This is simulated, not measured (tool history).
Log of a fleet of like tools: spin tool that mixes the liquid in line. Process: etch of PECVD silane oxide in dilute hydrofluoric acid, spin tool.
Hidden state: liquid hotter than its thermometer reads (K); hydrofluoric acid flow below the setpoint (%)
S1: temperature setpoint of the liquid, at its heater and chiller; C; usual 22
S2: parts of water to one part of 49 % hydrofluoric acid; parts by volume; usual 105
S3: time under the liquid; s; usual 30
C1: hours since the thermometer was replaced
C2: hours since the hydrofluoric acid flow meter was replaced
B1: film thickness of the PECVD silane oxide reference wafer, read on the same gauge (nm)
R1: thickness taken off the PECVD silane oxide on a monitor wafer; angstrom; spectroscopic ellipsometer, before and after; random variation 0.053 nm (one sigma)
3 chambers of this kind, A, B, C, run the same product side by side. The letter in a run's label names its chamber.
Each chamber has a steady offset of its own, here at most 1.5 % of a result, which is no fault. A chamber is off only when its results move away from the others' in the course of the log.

{"run": "1C", "day": 0.129, "S1": 22, "S2": 105, "S3": 30, "C1": 825.4, "C2": 536.5, "B1": 140, "R1": 89.48}
{"run": "2A", "day": 0.312, "S1": 22, "S2": 105, "S3": 30, "C1": 355.8, "C2": 1311.7, "B1": 140.03, "R1": 88.904}
{"run": "3B", "day": 0.546, "S1": 22, "S2": 105, "S3": 30, "C1": 1026.9, "C2": 903.7, "B1": 140.01, "R1": 87.298}
{"run": "4B", "day": 0.688, "S1": 22, "S2": 105, "S3": 30, "C1": 1030.3, "C2": 907.1, "B1": 139.98, "R1": 87.376}
{"run": "5A", "day": 0.842, "S1": 18.5, "S2": 65, "S3": 30, "C1": 368.5, "C2": 1324.4, "B1": 140.02, "R1": 129.26}
{"run": "6C", "day": 1.021, "S1": 18.5, "S2": 65, "S3": 30, "C1": 846.8, "C2": 557.9, "B1": 140.02, "R1": 129.46}
{"run": "7B", "day": 1.15, "S1": 18.5, "S2": 65, "S3": 30, "C1": 1041.4, "C2": 918.2, "B1": 140.02, "R1": 127.37}
{"run": "8C", "day": 1.346, "S1": 22, "S2": 65, "S3": 30, "C1": 854.6, "C2": 565.7, "B1": 139.98, "R1": 149.98}
{"day": 1.483, "done": "chamber C: hydrofluoric acid flow meter replaced"}
{"run": "9A", "day": 1.488, "S1": 22, "S2": 65, "S3": 30, "C1": 384, "C2": 1339.9, "B1": 140.01, "R1": 150.93}
{"run": "10B", "day": 1.708, "S1": 22, "S2": 65, "S3": 30, "C1": 1054.8, "C2": 931.6, "B1": 139.96, "R1": 146.71}
{"run": "11A", "day": 1.85, "S1": 22, "S2": 105, "S3": 30, "C1": 392.7, "C2": 1348.6, "B1": 140.01, "R1": 89.685}
{"run": "12C", "day": 2.058, "S1": 22, "S2": 105, "S3": 30, "C1": 871.7, "C2": 13.9, "B1": 140.01, "R1": 88.425}
{"run": "13B", "day": 2.183, "S1": 22, "S2": 105, "S3": 30, "C1": 1066.2, "C2": 943, "B1": 140, "R1": 87.998}
{"run": "14A", "day": 2.421, "S1": 22, "S2": 105, "S3": 30, "C1": 406.4, "C2": 1362.3, "B1": 139.97, "R1": 89.833}
{"run": "15C", "day": 2.625, "S1": 22, "S2": 65, "S3": 30, "C1": 885.3, "C2": 27.5, "B1": 140.02, "R1": 151.97}
{"run": "16B", "day": 2.754, "S1": 22, "S2": 65, "S3": 30, "C1": 1079.9, "C2": 956.7, "B1": 139.96, "R1": 146.61}
{"run": "17A", "day": 2.938, "S1": 22, "S2": 65, "S3": 30, "C1": 418.8, "C2": 1374.7, "B1": 139.96, "R1": 152.71}
{"run": "18C", "day": 3.179, "S1": 22, "S2": 105, "S3": 30, "C1": 898.6, "C2": 40.8, "B1": 140.02, "R1": 89.776}
{"run": "19C", "day": 3.308, "S1": 22, "S2": 105, "S3": 30, "C1": 901.7, "C2": 43.9, "B1": 140.02, "R1": 88.966}
{"run": "20A", "day": 3.492, "S1": 18.5, "S2": 105, "S3": 30, "C1": 432.1, "C2": 1388, "B1": 139.99, "R1": 79.336}
{"run": "21B", "day": 3.671, "S1": 18.5, "S2": 105, "S3": 30, "C1": 1101.9, "C2": 978.7, "B1": 140, "R1": 75.383}
{"run": "22B", "day": 3.842, "S1": 18.5, "S2": 105, "S3": 30, "C1": 1106, "C2": 982.8, "B1": 140.04, "R1": 76.238}
{"run": "23A", "day": 3.996, "S1": 22, "S2": 105, "S3": 30, "C1": 444.2, "C2": 1400.1, "B1": 140.01, "R1": 91.912}

Next, every chamber runs the same settings. What will each give?
{"run": "24A", "day": 4.167, "S1": 17.5, "S2": 105, "S3": 30, "R1": "?"}
{"run": "24B", "day": 4.167, "S1": 17.5, "S2": 105, "S3": 30, "R1": "?"}
{"run": "24C", "day": 4.167, "S1": 17.5, "S2": 105, "S3": 30, "R1": "?"}

run=24A R1=77.638
run=24B R1=72.334
run=24C R1=73.451
